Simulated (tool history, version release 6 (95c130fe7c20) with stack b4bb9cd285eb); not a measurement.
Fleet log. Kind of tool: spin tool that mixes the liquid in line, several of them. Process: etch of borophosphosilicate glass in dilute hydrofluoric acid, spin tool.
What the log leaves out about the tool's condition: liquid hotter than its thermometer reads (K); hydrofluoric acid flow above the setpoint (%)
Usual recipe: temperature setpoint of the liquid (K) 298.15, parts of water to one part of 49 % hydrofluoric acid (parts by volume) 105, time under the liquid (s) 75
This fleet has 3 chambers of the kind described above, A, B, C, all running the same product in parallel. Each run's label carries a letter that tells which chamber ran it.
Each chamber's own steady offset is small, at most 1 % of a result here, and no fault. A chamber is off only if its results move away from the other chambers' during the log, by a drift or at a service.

run	hour	temperature setpoint of the liquid (K)	parts of water to one part of 49 % hydrofluoric acid (parts by volume)	time under the liquid (s)	hours since the thermometer was replaced	hours since the hydrofluoric acid flow meter was replaced	read-back film thickness of the borophosphosilicate glass reference wafer, read on the same gauge (nm)	thickness taken off the borophosphosilicate glass on a monitor wafer (angstrom)
1B	5.1	298.15	105	75	2013.6	1701.4	30.002	366.90
2C	11.3	298.15	105	75	679.0	349.4	30.005	370.18
3A	16.9	298.15	105	75	2053.4	989.6	29.987	367.24
4C	23.0	298.15	105	75	690.7	361.1	30.006	365.70
5B	29.0	298.15	105	75	2037.5	1725.3	30.015	367.70
6A	34.2	298.15	105	75	2070.7	1006.9	29.998	367.53
# hour 38.8: chamber C: thermometer replaced
7A	39.9	298.15	105	75	2076.4	1012.6	30.011	367.66
8C	46.9	298.15	105	75	8.1	385.0	30.031	366.62
9B	54.3	298.15	105	75	2062.8	1750.6	30.000	369.13
10B	60.9	298.15	105	75	2069.4	1757.2	29.978	366.01
11A	65.5	298.15	105	75	2102.0	1038.2	30.033	368.41
12C	72.9	302.65	105	75	34.1	411.0	30.004	436.99
13A	77.1	302.65	105	75	2113.6	1049.8	29.995	438.63
14C	84.0	302.65	105	75	45.2	422.1	30.008	438.28
15B	91.0	298.15	105	75	2099.5	1787.3	29.993	370.00
16B	98.3	298.15	105	75	2106.8	1794.6	30.016	367.34
17A	102.5	298.15	105	75	2139.0	1075.2	30.005	368.38
18C	109.7	298.15	105	75	70.9	447.8	30.007	369.80
19A	114.4	298.15	105	75	2150.9	1087.1	29.996	367.67
20B	119.0	298.15	105	75	2127.5	1815.3	29.977	366.72
21C	126.0	298.15	105	75	87.2	464.1	30.004	372.11
22B	129.8	298.15	105	75	2138.3	1826.1	30.003	366.23
23A	135.5	298.15	105	75	2172.0	1108.2	30.016	365.82
24C	141.8	298.15	105	75	103.0	479.9	30.016	372.36
# hour 145.6: chamber A: hydrofluoric acid flow meter replaced
25C	146.9	298.15	105	75	108.1	485.0	29.997	368.65
26A	152.4	298.15	105	75	2188.9	6.9	30.032	367.55
# hour 153.1: chamber B: hydrofluoric acid flow meter replaced
27B	156.5	298.15	105	75	2165.0	3.5	29.995	368.23
28C	164.0	298.15	105	75	125.2	502.1	29.999	371.76
29B	169.3	298.15	70	35	2177.8	16.3	29.997	270.53
30A	174.8	298.15	70	35	2211.3	29.3	29.992	271.71
31C	180.6	298.15	70	35	141.8	518.7	29.985	275.33
32B	185.7	298.15	105	75	2194.2	32.7	30.017	368.47
# hour 190.3: chamber B: thermometer replaced
33A	191.2	298.15	105	75	2227.7	45.7	29.995	367.65
34C	195.8	298.15	105	75	157.0	533.9	29.994	370.76
35A	202.4	298.15	105	75	2238.9	56.9	29.999	370.07
36B	206.4	298.15	105	75	16.1	53.4	30.021	365.65
37A	210.8	298.15	105	75	2247.3	65.3	30.005	367.38
38C	216.4	298.15	105	75	177.6	554.5	30.008	375.88
39B	221.2	298.15	105	75	30.9	68.2	29.996	362.47
40C	227.0	300.15	130	75	188.2	565.1	29.991	317.51

Which is it: a chamber that has drifted or been left off by a service, a gauge drift common to all chambers, or only each chamber's usual small offset? If a chamber is off, name it and its likeliest cause.

One chamber, C, drifts off from the rest bit by bit.
Likeliest cause: hydrofluoric acid flow above the setpoint (%) = 2.22.
It could be hard to tell apart here from: liquid hotter than its thermometer reads (K).

Below are 4 candidate recipes for chamber C's next run, each the usual settings with a change, their results shown as question marks. Which of them brings C's results back in line with what the other chambers give on the usual settings?
Allowed miss from the other chambers' usual-settings mean, per result, to count as in line: thickness taken off the borophosphosilicate glass on a monitor wafer (angstrom) 6.10
41C-1	232.4	299.65	105	75				?
41C-2	232.4	298.15	110	75				?
41C-3	232.4	297.65	105	75				?
41C-4	232.4	298.65	105	75				?

Average result of the remaining chambers running the usual settings: thickness taken off the borophosphosilicate glass on a monitor wafer (angstrom) 366.66
run	thickness taken off the borophosphosilicate glass on a monitor wafer (angstrom)
41C-1	397.34
41C-2	355.17
41C-3	367.39
41C-4	382.07
41C-3 brings the chamber back in line.
